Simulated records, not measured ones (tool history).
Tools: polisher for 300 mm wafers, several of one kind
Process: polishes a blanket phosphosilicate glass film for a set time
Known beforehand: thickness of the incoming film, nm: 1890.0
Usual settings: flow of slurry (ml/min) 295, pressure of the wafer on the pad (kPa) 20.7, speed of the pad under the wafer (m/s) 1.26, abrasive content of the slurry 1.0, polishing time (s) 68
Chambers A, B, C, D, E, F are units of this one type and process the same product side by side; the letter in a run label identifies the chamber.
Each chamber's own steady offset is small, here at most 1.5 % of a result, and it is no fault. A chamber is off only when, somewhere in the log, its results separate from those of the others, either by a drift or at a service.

| run | hour | flow of slurry (ml/min) | pressure of the wafer on the pad (kPa) | speed of the pad under the wafer (m/s) | abrasive content of the slurry | polishing time (s) | wafers polished on this pad | hours since the slurry nozzle was cleaned | hours since the head pressure was calibrated | hours since the slurry blender was calibrated | hours since the conditioning disc was replaced | film removed (nm) |
|---|---|---|---|---|---|---|---|---|---|---|---|---|
|  | 2.5 | chamber B: conditioning disc replaced and pad reconditioned |
|  | 4.5 | chamber D: slurry blender recalibrated |
| 1B | 9.3 | 295 | 20.7 | 1.26 | 1.0 | 68 | 803 | 377.2 | 403.7 | 210.2 | 6.8 | 598.95 |
|  | 14.6 | chamber D: conditioning disc replaced and pad reconditioned |
|  | 21.1 | chamber C: worn pad replaced by a new one |
| 2D | 22.6 | 295 | 20.7 | 1.26 | 1.0 | 68 | 467 | 395.5 | 607.2 | 18.2 | 8.0 | 595.41 |
|  | 30.1 | chamber B: slurry blender recalibrated |
|  | 34.1 | chamber C: slurry nozzle cleaned |
| 3F | 34.8 | 295 | 20.7 | 1.26 | 1.0 | 68 | 726 | 584.9 | 409.3 | 170.5 | 272.0 | 586.04 |
| 4E | 43.4 | 295 | 20.7 | 1.26 | 1.0 | 68 | 968 | 226.1 | 410.9 | 102.4 | 298.3 | 585.35 |
|  | 43.7 | chamber B: worn pad replaced by a new one |
| 5A | 52.8 | 295 | 20.7 | 1.26 | 1.0 | 68 | 591 | 55.8 | 639.3 | 373.7 | 287.6 | 584.13 |
|  | 56.4 | chamber F: worn pad replaced by a new one |
| 6C | 59.5 | 295 | 20.7 | 1.26 | 1.0 | 68 | 372 | 25.4 | 216.2 | 110.5 | 133.2 | 587.58 |
|  | 61.2 | chamber D: worn pad replaced by a new one |
|  | 68.7 | chamber E: worn pad replaced by a new one |
| 7F | 72.9 | 295 | 20.7 | 1.26 | 1.0 | 68 | 159 | 623.0 | 447.4 | 208.6 | 310.1 | 588.21 |
|  | 73.8 | chamber F: head pressure recalibrated |
| 8A | 85.2 | 295 | 20.7 | 1.26 | 1.0 | 68 | 905 | 88.2 | 671.7 | 406.1 | 320.0 | 586.39 |
| 9B | 98.4 | 295 | 20.7 | 1.26 | 1.0 | 68 | 530 | 466.3 | 492.8 | 68.4 | 95.9 | 593.45 |
|  | 100.1 | chamber C: worn pad replaced by a new one |
|  | 105.8 | chamber F: conditioning disc replaced and pad reconditioned |
| 10C | 106.8 | 295 | 20.7 | 1.26 | 1.0 | 68 | 65 | 72.7 | 263.5 | 157.8 | 180.5 | 586.14 |
| 11D | 120.4 | 295 | 20.7 | 1.26 | 1.0 | 68 | 573 | 493.3 | 705.0 | 116.0 | 105.8 | 586.32 |
|  | 130.6 | chamber A: worn pad replaced by a new one |
| 12E | 133.3 | 295 | 20.7 | 1.26 | 1.0 | 68 | 626 | 316.0 | 500.8 | 192.3 | 388.2 | 583.70 |
|  | 136.9 | chamber A: conditioning disc replaced and pad reconditioned |
|  | 138.3 | chamber F: slurry blender recalibrated |
|  | 140.1 | chamber F: worn pad replaced by a new one |
|  | 142.8 | chamber B: head pressure recalibrated |
|  | 144.4 | chamber E: conditioning disc replaced and pad reconditioned |
| 13F | 144.5 | 295 | 20.7 | 1.26 | 1.0 | 68 | 43 | 694.6 | 70.7 | 6.3 | 38.7 | 590.20 |
| 14A | 152.5 | 295 | 20.7 | 1.26 | 1.0 | 68 | 212 | 155.5 | 739.0 | 473.4 | 15.6 | 602.66 |
|  | 152.6 | chamber D: worn pad replaced by a new one |
|  | 157.4 | chamber A: slurry blender recalibrated |
|  | 158.6 | chamber B: slurry nozzle cleaned |
| 15E | 160.5 | 295 | 20.7 | 1.26 | 1.0 | 68 | 889 | 343.2 | 528.0 | 219.5 | 16.1 | 578.34 |
|  | 170.3 | chamber C: worn pad replaced by a new one |
| 16D | 172.1 | 295 | 20.7 | 1.26 | 1.0 | 68 | 188 | 545.0 | 756.7 | 167.7 | 157.5 | 591.22 |
|  | 176.2 | chamber B: worn pad replaced by a new one |
| 17B | 183.2 | 295 | 16.5 | 1.26 | 1.2 | 68 | 67 | 24.6 | 40.4 | 153.2 | 180.7 | 508.83 |
| 18C | 193.2 | 295 | 16.5 | 1.26 | 1.2 | 68 | 222 | 159.1 | 349.9 | 244.2 | 266.9 | 512.46 |
|  | 194.4 | chamber E: worn pad replaced by a new one |
| 19D | 201.9 | 295 | 16.5 | 1.26 | 1.2 | 68 | 477 | 574.8 | 786.5 | 197.5 | 187.3 | 511.87 |
| 20E | 210.7 | 295 | 16.5 | 1.26 | 1.2 | 68 | 157 | 393.4 | 578.2 | 269.7 | 66.3 | 506.37 |
| 21A | 216.7 | 295 | 16.5 | 1.26 | 1.2 | 68 | 833 | 219.7 | 803.2 | 59.3 | 79.8 | 526.78 |
| 22B | 230.6 | 295 | 16.5 | 1.26 | 1.2 | 68 | 526 | 72.0 | 87.8 | 200.6 | 228.1 | 520.38 |
|  | 238.8 | chamber C: conditioning disc replaced and pad reconditioned |
| 23C | 242.3 | 295 | 20.7 | 1.26 | 1.0 | 68 | 697 | 208.2 | 399.0 | 293.3 | 3.6 | 584.07 |
|  | 244.8 | chamber D: worn pad replaced by a new one |
|  | 245.9 | chamber F: worn pad replaced by a new one |
| 24F | 252.2 | 295 | 20.7 | 1.26 | 1.0 | 68 | 61 | 802.3 | 178.4 | 114.0 | 146.4 | 588.56 |
|  | 252.8 | chamber C: worn pad replaced by a new one |
|  | 257.7 | chamber A: worn pad replaced by a new one |
|  | 259.2 | chamber D: head pressure recalibrated |
| 25E | 262.4 | 295 | 20.7 | 1.26 | 1.0 | 68 | 658 | 445.1 | 629.9 | 321.4 | 118.0 | 579.23 |
| 26A | 270.9 | 295 | 20.7 | 1.26 | 1.0 | 68 | 128 | 273.9 | 857.4 | 113.5 | 134.0 | 613.10 |
| 27B | 284.8 | 295 | 20.7 | 1.26 | 1.0 | 68 | 1051 | 126.2 | 142.0 | 254.8 | 282.3 | 591.58 |
|  | 287.7 | chamber C: slurry blender recalibrated |
|  | 289.8 | chamber E: slurry nozzle cleaned |
|  | 290.0 | chamber D: conditioning disc replaced and pad reconditioned |
| 28D | 294.8 | 295 | 20.7 | 1.26 | 1.0 | 68 | 484 | 667.7 | 35.6 | 290.4 | 4.8 | 593.73 |
| 29C | 302.3 | 295 | 20.7 | 1.26 | 1.0 | 68 | 479 | 268.2 | 459.0 | 14.7 | 63.6 | 579.45 |
|  | 310.5 | chamber E: worn pad replaced by a new one |
|  | 314.0 | chamber D: worn pad replaced by a new one |
| 30F | 316.1 | 295 | 20.7 | 1.26 | 1.0 | 68 | 680 | 866.2 | 242.3 | 177.9 | 210.3 | 587.60 |
|  | 316.9 | chamber B: worn pad replaced by a new one |
|  | 325.3 | chamber C: worn pad replaced by a new one |
| 31B | 328.0 | 295 | 20.7 | 1.26 | 1.0 | 68 | 108 | 169.4 | 185.2 | 298.0 | 325.5 | 588.73 |
|  | 329.2 | chamber B: slurry blender recalibrated |
| 32E | 336.5 | 295 | 20.7 | 1.26 | 1.0 | 68 | 251 | 46.8 | 704.0 | 395.5 | 192.1 | 588.39 |
|  | 339.7 | chamber F: worn pad replaced by a new one |
|  | 340.2 | chamber B: conditioning disc replaced and pad reconditioned |
| 33A | 349.4 | 295 | 20.7 | 1.26 | 1.0 | 68 | 888 | 352.4 | 935.9 | 192.0 | 212.5 | 625.82 |
|  | 355.9 | chamber E: head pressure recalibrated |
| 34C | 357.4 | 295 | 20.7 | 1.26 | 1.0 | 68 | 311 | 323.3 | 514.1 | 69.8 | 118.7 | 599.16 |
| 35D | 368.7 | 295 | 24.1 | 1.58 | 1.0 | 68 | 530 | 741.6 | 109.5 | 364.3 | 78.7 | 826.39 |
| 36F | 376.1 | 295 | 24.1 | 1.58 | 1.0 | 68 | 353 | 926.2 | 302.3 | 237.9 | 270.3 | 809.96 |
|  | 383.0 | chamber F: slurry blender recalibrated |
| 37F | 385.0 | 295 | 24.1 | 1.58 | 1.0 | 68 | 439 | 935.1 | 311.2 | 2.0 | 279.2 | 827.45 |
| 38B | 394.0 | 295 | 24.1 | 1.58 | 1.0 | 68 | 747 | 235.4 | 251.2 | 64.9 | 53.8 | 815.03 |
| 39E | 404.3 | 295 | 24.1 | 1.58 | 1.0 | 68 | 908 | 114.6 | 48.4 | 463.3 | 259.9 | 797.89 |

Which is it: a chamber that has drifted or been left off by a service, a gauge drift common to all chambers, or only each chamber's usual small offset? If a chamber is off, name it and its likeliest cause.

Little by little, chamber A moves away from the other chambers.
Cause: head's pressure above its setpoint, % = 6.98.

Chamber A could run next with any of the 4 candidate recipes listed below; each alters the usual settings, and their results appear as question marks. Which one brings its results back in line with what the other chambers deliver on the usual settings?
In line means no further than this from the other chambers' mean on the usual settings: film removed (nm) 17.00
| 40A-1 | 414.3 | 295 | 21.4 | 1.28 | 1.00 | 70 |  |  |  |  |  | ? |
| 40A-2 | 414.3 | 295 | 19.3 | 1.20 | 1.00 | 64 |  |  |  |  |  | ? |
| 40A-3 | 414.3 | 295 | 19.3 | 1.26 | 1.00 | 68 |  |  |  |  |  | ? |
| 40A-4 | 414.3 | 295 | 20.7 | 1.36 | 1.05 | 74 |  |  |  |  |  | ? |

Usual-settings mean across the other chambers: film removed (nm) 587.99
| run | film removed (nm) |
|---|---|
| 40A-1 | 683.28 |
| 40A-2 | 535.16 |
| 40A-3 | 591.47 |
| 40A-4 | 750.15 |
40A-3 puts the chamber back in line with the other chambers.
